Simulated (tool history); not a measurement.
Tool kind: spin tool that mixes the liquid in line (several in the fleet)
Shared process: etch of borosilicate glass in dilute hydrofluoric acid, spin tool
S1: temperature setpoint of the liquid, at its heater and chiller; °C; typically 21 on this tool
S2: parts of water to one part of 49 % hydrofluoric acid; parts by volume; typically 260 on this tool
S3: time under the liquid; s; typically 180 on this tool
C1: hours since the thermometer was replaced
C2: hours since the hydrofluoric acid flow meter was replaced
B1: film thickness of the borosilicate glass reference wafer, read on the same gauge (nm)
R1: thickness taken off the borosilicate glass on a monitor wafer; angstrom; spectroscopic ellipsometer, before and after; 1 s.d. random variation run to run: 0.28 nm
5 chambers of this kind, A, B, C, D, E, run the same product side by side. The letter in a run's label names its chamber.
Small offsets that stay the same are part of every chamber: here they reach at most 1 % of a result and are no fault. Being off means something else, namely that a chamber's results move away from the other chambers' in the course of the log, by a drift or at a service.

run 1A day=0.25 | S1=21 S2=260 S3=180 | C1=118.6 C2=863.2 | B1=110.01 | R1=290.25
run 2E day=0.529 | S1=21 S2=260 S3=180 | C1=80.9 C2=718.7 | B1=109.96 | R1=288.78
run 3C day=0.738 | S1=21 S2=260 S3=180 | C1=2066.6 C2=570.3 | B1=110 | R1=287.56
run 4D day=0.917 | S1=21 S2=260 S3=180 | C1=365.3 C2=658.2 | B1=109.95 | R1=288.81
run 5B day=1.212 | S1=21 S2=260 S3=180 | C1=902.5 C2=554.5 | B1=109.95 | R1=294.99
run 6E day=1.383 | S1=21 S2=260 S3=180 | C1=101.4 C2=739.2 | B1=110.02 | R1=284.93
run 7A day=1.629 | S1=21 S2=260 S3=180 | C1=151.7 C2=896.3 | B1=110.01 | R1=287.15
run 8D day=1.783 | S1=21 S2=260 S3=180 | C1=386.1 C2=679 | B1=109.98 | R1=292.01
-- day=1.85 chamber B: hydrofluoric acid flow meter replaced
run 9C day=2.112 | S1=21 S2=260 S3=180 | C1=2099.6 C2=603.3 | B1=110 | R1=285.83
run 10B day=2.292 | S1=21 S2=260 S3=180 | C1=928.4 C2=10.7 | B1=109.97 | R1=292.58
run 11B day=2.6 | S1=21 S2=260 S3=180 | C1=935.8 C2=18.1 | B1=110.03 | R1=296.4
run 12C day=2.746 | S1=21 S2=260 S3=180 | C1=2114.8 C2=618.5 | B1=110.05 | R1=284.95
run 13D day=2.942 | S1=21 S2=260 S3=180 | C1=413.9 C2=706.8 | B1=109.99 | R1=295.68
-- day=3.1 chamber C: thermometer replaced
run 14A day=3.146 | S1=21 S2=260 S3=180 | C1=188.1 C2=932.7 | B1=109.99 | R1=288.13
run 15E day=3.346 | S1=21 S2=260 S3=180 | C1=148.5 C2=786.3 | B1=110.04 | R1=287.97
run 16C day=3.588 | S1=21 S2=260 S3=180 | C1=11.8 C2=638.7 | B1=110.01 | R1=284.82
run 17E day=3.858 | S1=22.5 S2=260 S3=180 | C1=160.8 C2=798.6 | B1=110 | R1=304.37
run 18D day=4.033 | S1=22.5 S2=260 S3=180 | C1=440.1 C2=733 | B1=110.02 | R1=304.38
run 19B day=4.208 | S1=22.5 S2=260 S3=180 | C1=974.4 C2=56.7 | B1=110.01 | R1=307.18
run 20A day=4.488 | S1=22.5 S2=260 S3=180 | C1=220.3 C2=964.9 | B1=110.02 | R1=312.38
run 21C day=4.725 | S1=22.5 S2=260 S3=180 | C1=39.1 C2=666 | B1=110 | R1=300.62
run 22E day=4.967 | S1=21 S2=260 S3=180 | C1=187.4 C2=825.2 | B1=110.01 | R1=284.69
run 23B day=5.296 | S1=21 S2=260 S3=180 | C1=1000.5 C2=82.8 | B1=109.98 | R1=291.13
run 24A day=5.479 | S1=21 S2=260 S3=180 | C1=244.1 C2=988.7 | B1=109.99 | R1=292.29
-- day=5.521 chamber E: hydrofluoric acid flow meter replaced
run 25D day=5.767 | S1=21 S2=260 S3=180 | C1=481.7 C2=774.6 | B1=109.94 | R1=279.46
run 26D day=6.033 | S1=21 S2=260 S3=180 | C1=488.1 C2=781 | B1=109.99 | R1=281.26
run 27A day=6.275 | S1=21 S2=260 S3=180 | C1=263.2 C2=1007.8 | B1=110.04 | R1=293.63
run 28B day=6.538 | S1=21 S2=260 S3=180 | C1=1030.3 C2=112.6 | B1=110 | R1=289.29
run 29E day=6.771 | S1=21 S2=260 S3=95 | C1=230.7 C2=30 | B1=109.99 | R1=153.73
run 30C day=7.025 | S1=21 S2=260 S3=95 | C1=94.3 C2=721.2 | B1=110.03 | R1=151.8
run 31B day=7.292 | S1=21 S2=260 S3=95 | C1=1048.4 C2=130.7 | B1=110.02 | R1=152.57
run 32C day=7.504 | S1=21 S2=260 S3=95 | C1=105.8 C2=732.7 | B1=110.03 | R1=150.21
run 33E day=7.729 | S1=21 S2=260 S3=95 | C1=253.7 C2=53 | B1=110 | R1=153.34
run 34D day=7.921 | S1=21 S2=260 S3=180 | C1=533.4 C2=826.3 | B1=110 | R1=273.64
run 35A day=8.212 | S1=21 S2=260 S3=180 | C1=309.7 C2=1054.3 | B1=110.04 | R1=293.25
run 36B day=8.421 | S1=19.5 S2=260 S3=180 | C1=1075.5 C2=157.8 | B1=109.97 | R1=270.07
run 37A day=8.575 | S1=19.5 S2=260 S3=180 | C1=318.4 C2=1063 | B1=110.05 | R1=274.99
run 38E day=8.838 | S1=19.5 S2=260 S3=180 | C1=280.3 C2=79.6 | B1=110.03 | R1=274.59
run 39C day=9.083 | S1=19.5 S2=260 S3=180 | C1=143.7 C2=770.6 | B1=109.97 | R1=270.9
run 40D day=9.321 | S1=19.5 S2=260 S3=180 | C1=567 C2=859.9 | B1=110.01 | R1=251.81
run 41D day=9.646 | S1=21 S2=260 S3=180 | C1=574.8 C2=867.7 | B1=110.01 | R1=262.18

For the next run the whole fleet of 5 chambers uses the same settings. Give each chamber's results:
run 42A day=9.883 | S1=21 S2=260 S3=265 | R1=?
run 42B day=9.883 | S1=21 S2=260 S3=265 | R1=?
run 42C day=9.883 | S1=21 S2=260 S3=265 | R1=?
run 42D day=9.883 | S1=21 S2=260 S3=265 | R1=?
run 42E day=9.883 | S1=21 S2=260 S3=265 | R1=?

run=42A R1=430.34
run=42B R1=436.32
run=42C R1=418.65
run=42D R1=393.39
run=42E R1=426.35
